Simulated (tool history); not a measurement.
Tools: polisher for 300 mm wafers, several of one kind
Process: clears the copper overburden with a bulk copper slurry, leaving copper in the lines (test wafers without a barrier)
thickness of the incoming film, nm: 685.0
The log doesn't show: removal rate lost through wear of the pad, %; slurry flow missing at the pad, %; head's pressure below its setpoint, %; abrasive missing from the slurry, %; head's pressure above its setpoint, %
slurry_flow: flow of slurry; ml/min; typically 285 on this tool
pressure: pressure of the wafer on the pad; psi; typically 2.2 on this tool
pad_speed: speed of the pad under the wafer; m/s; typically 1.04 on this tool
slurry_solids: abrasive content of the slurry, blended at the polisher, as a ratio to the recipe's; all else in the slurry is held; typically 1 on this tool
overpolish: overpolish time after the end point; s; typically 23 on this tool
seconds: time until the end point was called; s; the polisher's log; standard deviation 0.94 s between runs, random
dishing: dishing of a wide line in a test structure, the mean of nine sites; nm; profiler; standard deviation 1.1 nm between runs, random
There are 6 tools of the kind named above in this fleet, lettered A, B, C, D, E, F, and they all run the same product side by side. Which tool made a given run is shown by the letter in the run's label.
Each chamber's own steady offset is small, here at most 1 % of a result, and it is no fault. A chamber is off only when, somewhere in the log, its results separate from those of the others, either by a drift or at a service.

| run | hour | slurry_flow | pressure | pad_speed | slurry_solids | overpolish | wafers polished on this pad | hours since the slurry nozzle was cleaned | hours since the head pressure was calibrated | hours since the slurry blender was calibrated | seconds | dishing |
|---|---|---|---|---|---|---|---|---|---|---|---|---|
|  | 2 | chamber B: worn pad replaced by a new one |
| 1E | 7.2 | 285 | 2.2 | 1.04 | 1 | 23 | 130 | 553.6 | 148 | 140.4 | 96.79 | 87.387 |
| 2B | 17.1 | 285 | 2.2 | 1.04 | 1 | 23 | 128 | 297.2 | 62.5 | 306.1 | 96.768 | 84.573 |
| 3A | 23.2 | 285 | 2.2 | 1.04 | 1 | 23 | 419 | 388.1 | 557.5 | 44.1 | 96.49 | 84.307 |
| 4C | 33.8 | 285 | 2.2 | 1.04 | 1 | 23 | 829 | 396 | 448.4 | 119.8 | 97.117 | 86.326 |
| 5F | 39.8 | 285 | 2.2 | 1.04 | 1 | 23 | 865 | 275.7 | 342.2 | 335.5 | 97.142 | 86.576 |
|  | 40.2 | chamber F: worn pad replaced by a new one |
|  | 47 | chamber B: slurry blender recalibrated |
|  | 50.2 | chamber B: slurry nozzle cleaned |
| 6D | 50.3 | 285 | 2.2 | 1.04 | 1 | 23 | 718 | 278.5 | 636 | 124 | 96.459 | 85.347 |
| 7B | 60.1 | 285 | 2.2 | 1.04 | 1 | 23 | 493 | 9.9 | 105.5 | 13.2 | 95.324 | 86.016 |
|  | 62.5 | chamber E: worn pad replaced by a new one |
| 8D | 70.7 | 285 | 2.2 | 1.04 | 1 | 23 | 891 | 298.9 | 656.4 | 144.4 | 97.542 | 86.961 |
|  | 72.9 | chamber D: slurry blender recalibrated |
|  | 76.3 | chamber F: slurry nozzle cleaned |
|  | 77.4 | chamber A: slurry nozzle cleaned |
| 9F | 77.8 | 285 | 2.2 | 0.78 | 1 | 30 | 319 | 1.6 | 380.2 | 373.5 | 128.06 | 85.818 |
|  | 79.3 | chamber D: worn pad replaced by a new one |
| 10E | 83.3 | 285 | 2.2 | 0.78 | 1 | 30 | 176 | 629.7 | 224.1 | 216.5 | 129.96 | 84.806 |
|  | 84.6 | chamber C: worn pad replaced by a new one |
|  | 88.2 | chamber B: worn pad replaced by a new one |
| 11C | 93.6 | 285 | 2.2 | 0.78 | 1 | 30 | 77 | 455.8 | 508.2 | 179.6 | 127.63 | 85.085 |
|  | 100 | chamber C: slurry nozzle cleaned |
|  | 100.7 | chamber C: slurry blender recalibrated |
|  | 103.1 | chamber F: slurry blender recalibrated |
| 12A | 104.5 | 285 | 2.2 | 0.78 | 1 | 30 | 1108 | 27.2 | 638.8 | 125.4 | 130.53 | 82.236 |
|  | 110.4 | chamber D: head pressure recalibrated |
|  | 111.7 | chamber E: slurry blender recalibrated |
| 13E | 114.4 | 285 | 2.2 | 0.78 | 1 | 30 | 440 | 660.8 | 255.2 | 2.8 | 130.21 | 84.458 |
|  | 120.5 | chamber F: worn pad replaced by a new one |
| 14B | 124.9 | 285 | 2.2 | 0.78 | 1 | 30 | 311 | 74.7 | 170.3 | 78 | 131.79 | 82.784 |
|  | 128.1 | chamber E: worn pad replaced by a new one |
| 15A | 133.2 | 285 | 2.2 | 1.04 | 1 | 23 | 1352 | 55.9 | 667.5 | 154.1 | 96.995 | 83.535 |
| 16D | 139.9 | 285 | 2.2 | 1.04 | 1 | 23 | 514 | 368.1 | 29.6 | 67 | 97.235 | 84.156 |
| 17C | 145.9 | 285 | 2.2 | 1.04 | 1 | 23 | 520 | 46 | 560.5 | 45.3 | 97.949 | 83.91 |
| 18F | 152.6 | 285 | 2.2 | 1.04 | 1 | 23 | 273 | 76.4 | 455 | 49.6 | 96.2 | 86.482 |
|  | 157.5 | chamber B: worn pad replaced by a new one |
| 19E | 159.7 | 285 | 2.2 | 1.04 | 1 | 23 | 268 | 706.1 | 300.5 | 48.1 | 96.055 | 85.797 |
| 20C | 164.8 | 285 | 2.2 | 1.04 | 1 | 23 | 681 | 64.9 | 579.4 | 64.2 | 97.576 | 84.783 |
| 21A | 172 | 285 | 2.2 | 1.04 | 1 | 23 | 1681 | 94.7 | 706.3 | 192.9 | 98.046 | 84.273 |
| 22F | 182.3 | 285 | 2.2 | 1.04 | 1 | 23 | 525 | 106.1 | 484.7 | 79.3 | 97.008 | 85.473 |
|  | 186.3 | chamber A: slurry blender recalibrated |
| 23D | 187.3 | 285 | 2.2 | 1.04 | 1 | 23 | 916 | 415.5 | 77 | 114.4 | 96.917 | 85.857 |
| 24B | 194.1 | 285 | 2.2 | 1.04 | 1 | 23 | 311 | 143.9 | 239.5 | 147.2 | 97.648 | 85.176 |
|  | 199.2 | chamber E: worn pad replaced by a new one |
| 25B | 201.6 | 285 | 2.2 | 1.04 | 1 | 23 | 374 | 151.4 | 247 | 154.7 | 99.059 | 85.346 |
|  | 203.3 | chamber F: worn pad replaced by a new one |
|  | 203.5 | chamber C: worn pad replaced by a new one |
| 26C | 210.9 | 285 | 2.2 | 1.04 | 1 | 23 | 63 | 111 | 625.5 | 110.3 | 98.109 | 86.766 |
|  | 213.4 | chamber D: slurry blender recalibrated |
|  | 215.3 | chamber D: worn pad replaced by a new one |
| 27A | 217.5 | 285 | 2.2 | 1.04 | 1 | 23 | 2067 | 140.2 | 751.8 | 31.2 | 99.583 | 82.277 |
| 28F | 228.7 | 285 | 2.2 | 1.2 | 1 | 23 | 216 | 152.5 | 531.1 | 125.7 | 84.632 | 95.084 |
|  | 233.2 | chamber B: worn pad replaced by a new one |
| 29D | 233.8 | 285 | 2.2 | 1.2 | 1 | 23 | 156 | 462 | 123.5 | 20.5 | 84.001 | 91.789 |
| 30E | 243.8 | 285 | 2.2 | 1.2 | 1 | 23 | 378 | 790.2 | 384.6 | 132.2 | 84.807 | 94.224 |
| 31C | 250.2 | 285 | 2.2 | 1.2 | 1 | 23 | 396 | 150.3 | 664.8 | 149.6 | 85.795 | 92.218 |
|  | 257.8 | chamber E: worn pad replaced by a new one |
| 32D | 259.8 | 285 | 2.2 | 1.2 | 1 | 23 | 377 | 488 | 149.5 | 46.5 | 84.588 | 93.792 |
| 33A | 269.9 | 285 | 2.2 | 1.2 | 1 | 23 | 2512 | 192.6 | 804.2 | 83.6 | 87.899 | 90.204 |
| 34E | 280.3 | 285 | 2.2 | 1.04 | 1 | 23 | 191 | 826.7 | 421.1 | 168.7 | 96.432 | 86.981 |
| 35F | 287.3 | 285 | 2.2 | 1.04 | 1 | 23 | 713 | 211.1 | 589.7 | 184.3 | 96.366 | 86.838 |
|  | 289.1 | chamber F: worn pad replaced by a new one |
| 36B | 297.1 | 285 | 2.2 | 1.04 | 1 | 23 | 542 | 246.9 | 342.5 | 250.2 | 98.263 | 85.651 |
| 37F | 305.9 | 205 | 2.2 | 1.04 | 1 | 23 | 142 | 229.7 | 608.3 | 202.9 | 100.47 | 83.37 |
|  | 306.4 | chamber C: slurry blender recalibrated |
| 38A | 312.2 | 205 | 2.2 | 1.04 | 1 | 23 | 2870 | 234.9 | 846.5 | 125.9 | 106.56 | 80.758 |
|  | 321 | chamber B: worn pad replaced by a new one |
| 39C | 321.4 | 205 | 2.2 | 1.04 | 1 | 23 | 1000 | 221.5 | 736 | 15 | 101.47 | 85.054 |
|  | 327.6 | chamber E: slurry nozzle cleaned |
| 40B | 330.4 | 205 | 2.2 | 1.04 | 1 | 23 | 80 | 280.2 | 375.8 | 283.5 | 101.6 | 84.841 |
|  | 330.7 | chamber E: worn pad replaced by a new one |
| 41E | 338.8 | 205 | 2.2 | 1.04 | 1 | 23 | 69 | 11.3 | 479.6 | 227.2 | 100.26 | 84.363 |

Read the log: is a single chamber off, either drifting away or since a service, is the gauge that measures every chamber drifting, or is nothing wrong beyond small per-chamber offsets? Name any odd chamber and what most likely caused it.

Little by little, chamber A moves away from the other chambers.
Most likely cause: removal rate lost through wear of the pad, % = 7.66.
It could be hard to tell apart here from: head's pressure below its setpoint, %.

Here are 4 candidates for chamber A's next run, each the usual settings with a change, their results left as question marks. Which one brings its results back in line with what the others give on the usual settings?
Allowed miss from the other chambers' usual-settings mean, per result, to count as in line: seconds 3.3 s; dishing 3.7 nm
| 42A-1 | 346.9 | 285 | 2.1 | 1 | 1 | 23 |  |  |  |  | ? | ? |
| 42A-2 | 346.9 | 285 | 2.2 | 1.06 | 1 | 23 |  |  |  |  | ? | ? |
| 42A-3 | 346.9 | 285 | 2.3 | 1.08 | 1 | 23 |  |  |  |  | ? | ? |
| 42A-4 | 346.9 | 285 | 2.2 | 1.02 | 1 | 23 |  |  |  |  | ? | ? |

Mean of the other chambers on the usual settings: seconds 97.159 s; dishing 85.989 nm
| run | seconds | dishing |
|---|---|---|
| 42A-1 | 114.25 | 74.936 |
| 42A-2 | 102.9 | 80.836 |
| 42A-3 | 96.6 | 84.763 |
| 42A-4 | 106.91 | 78.858 |
42A-3 is the one that brings the chamber's results back in line with the other chambers.
